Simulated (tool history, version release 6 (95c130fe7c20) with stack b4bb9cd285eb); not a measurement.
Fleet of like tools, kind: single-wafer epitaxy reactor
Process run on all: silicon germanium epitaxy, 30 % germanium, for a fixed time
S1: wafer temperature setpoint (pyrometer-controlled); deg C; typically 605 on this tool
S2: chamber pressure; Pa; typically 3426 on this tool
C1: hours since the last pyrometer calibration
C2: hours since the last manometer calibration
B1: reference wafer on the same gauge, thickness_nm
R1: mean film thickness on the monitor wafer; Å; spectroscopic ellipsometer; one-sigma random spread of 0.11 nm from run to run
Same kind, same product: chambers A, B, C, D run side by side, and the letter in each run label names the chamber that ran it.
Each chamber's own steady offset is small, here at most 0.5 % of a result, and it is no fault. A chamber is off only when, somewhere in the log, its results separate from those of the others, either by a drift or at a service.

{"run": "1B", "day": 0.412, "S1": 605, "S2": 3426, "C1": 1441.0, "C2": 103.2, "B1": 84.934, "R1": 718.01}
{"run": "2A", "day": 0.846, "S1": 605, "S2": 3426, "C1": 579.6, "C2": 612.0, "B1": 84.93, "R1": 712.12}
{"run": "3C", "day": 1.183, "S1": 605, "S2": 3426, "C1": 1681.1, "C2": 695.1, "B1": 84.947, "R1": 712.08}
{"run": "4D", "day": 1.6, "S1": 605, "S2": 3426, "C1": 996.3, "C2": 805.4, "B1": 84.967, "R1": 713.06}
{"run": "5C", "day": 1.958, "S1": 610, "S2": 3680, "C1": 1699.7, "C2": 713.7, "B1": 84.941, "R1": 800.64}
{"run": "6D", "day": 2.442, "S1": 610, "S2": 3680, "C1": 1016.5, "C2": 825.6, "B1": 84.99, "R1": 801.16}
{"run": "7A", "day": 2.754, "S1": 610, "S2": 3680, "C1": 625.4, "C2": 657.8, "B1": 84.984, "R1": 799.82}
{"run": "8B", "day": 3.138, "S1": 610, "S2": 3680, "C1": 1506.4, "C2": 168.6, "B1": 85.023, "R1": 810.47}
{"run": "9A", "day": 3.712, "S1": 605, "S2": 3426, "C1": 648.4, "C2": 680.8, "B1": 85.041, "R1": 713.03}
{"run": "10D", "day": 4.112, "S1": 605, "S2": 3426, "C1": 1056.6, "C2": 865.7, "B1": 85.058, "R1": 714.94}
{"run": "11C", "day": 4.625, "S1": 605, "S2": 3426, "C1": 1763.7, "C2": 777.7, "B1": 85.066, "R1": 714.89}
{"run": "12B", "day": 5.304, "S1": 605, "S2": 3426, "C1": 1558.4, "C2": 220.6, "B1": 85.107, "R1": 719.55}
{"run": "13D", "day": 5.817, "S1": 605, "S2": 3426, "C1": 1097.5, "C2": 906.6, "B1": 85.074, "R1": 714.92}
{"run": "14C", "day": 6.488, "S1": 613, "S2": 3426, "C1": 1808.4, "C2": 822.4, "B1": 85.128, "R1": 827.41}
{"run": "15A", "day": 6.862, "S1": 613, "S2": 3426, "C1": 724.0, "C2": 756.4, "B1": 85.175, "R1": 824.0}
{"run": "16B", "day": 7.362, "S1": 613, "S2": 3426, "C1": 1607.8, "C2": 270.0, "B1": 85.152, "R1": 829.91}
{"run": "17D", "day": 7.838, "S1": 613, "S2": 3426, "C1": 1146.0, "C2": 955.1, "B1": 85.142, "R1": 822.69}
{"run": "18B", "day": 8.442, "S1": 605, "S2": 3426, "C1": 1633.7, "C2": 295.9, "B1": 85.177, "R1": 718.54}
{"run": "19C", "day": 8.775, "S1": 605, "S2": 3426, "C1": 1863.3, "C2": 877.3, "B1": 85.207, "R1": 713.35}
{"run": "20A", "day": 9.408, "S1": 605, "S2": 3426, "C1": 785.1, "C2": 817.5, "B1": 85.205, "R1": 712.86}
{"run": "21C", "day": 10.092, "S1": 605, "S2": 3426, "C1": 1894.9, "C2": 908.9, "B1": 85.255, "R1": 713.72}
{"run": "22A", "day": 10.583, "S1": 605, "S2": 2880, "C1": 813.3, "C2": 845.7, "B1": 85.272, "R1": 666.68}
{"run": "23B", "day": 11.158, "S1": 605, "S2": 2880, "C1": 1698.9, "C2": 361.1, "B1": 85.294, "R1": 669.93}
{"run": "24D", "day": 11.725, "S1": 605, "S2": 2880, "C1": 1239.3, "C2": 1048.4, "B1": 85.305, "R1": 665.92}
{"run": "25D", "day": 12.304, "S1": 605, "S2": 2880, "C1": 1253.2, "C2": 1062.3, "B1": 85.371, "R1": 664.94}
{"day": 12.521, "done": "chamber C: pyrometer calibrated"}
{"run": "26B", "day": 12.983, "S1": 605, "S2": 3426, "C1": 1742.7, "C2": 404.9, "B1": 85.338, "R1": 719.5}
{"run": "27A", "day": 13.554, "S1": 605, "S2": 3426, "C1": 884.6, "C2": 917.0, "B1": 85.41, "R1": 715.08}
{"run": "28C", "day": 13.946, "S1": 605, "S2": 3426, "C1": 34.2, "C2": 1001.4, "B1": 85.365, "R1": 717.54}
{"run": "29B", "day": 14.254, "S1": 605, "S2": 3426, "C1": 1773.2, "C2": 435.4, "B1": 85.398, "R1": 720.22}
{"run": "30C", "day": 14.854, "S1": 605, "S2": 3426, "C1": 56.0, "C2": 1023.2, "B1": 85.424, "R1": 715.36}
{"run": "31A", "day": 15.188, "S1": 614, "S2": 2720, "C1": 923.8, "C2": 956.2, "B1": 85.445, "R1": 767.97}
{"run": "32D", "day": 15.496, "S1": 614, "S2": 2720, "C1": 1329.8, "C2": 1138.9, "B1": 85.428, "R1": 767.93}

Does one chamber stand apart from the rest, does the shared gauge drift, or is all well apart from small per-chamber offsets? Give the chamber and the most likely cause, where there is one.

The gauge drifts, so all chambers seem to drift together. No chamber is off.
Most likely cause: gauge reads high (%) = 0.661.
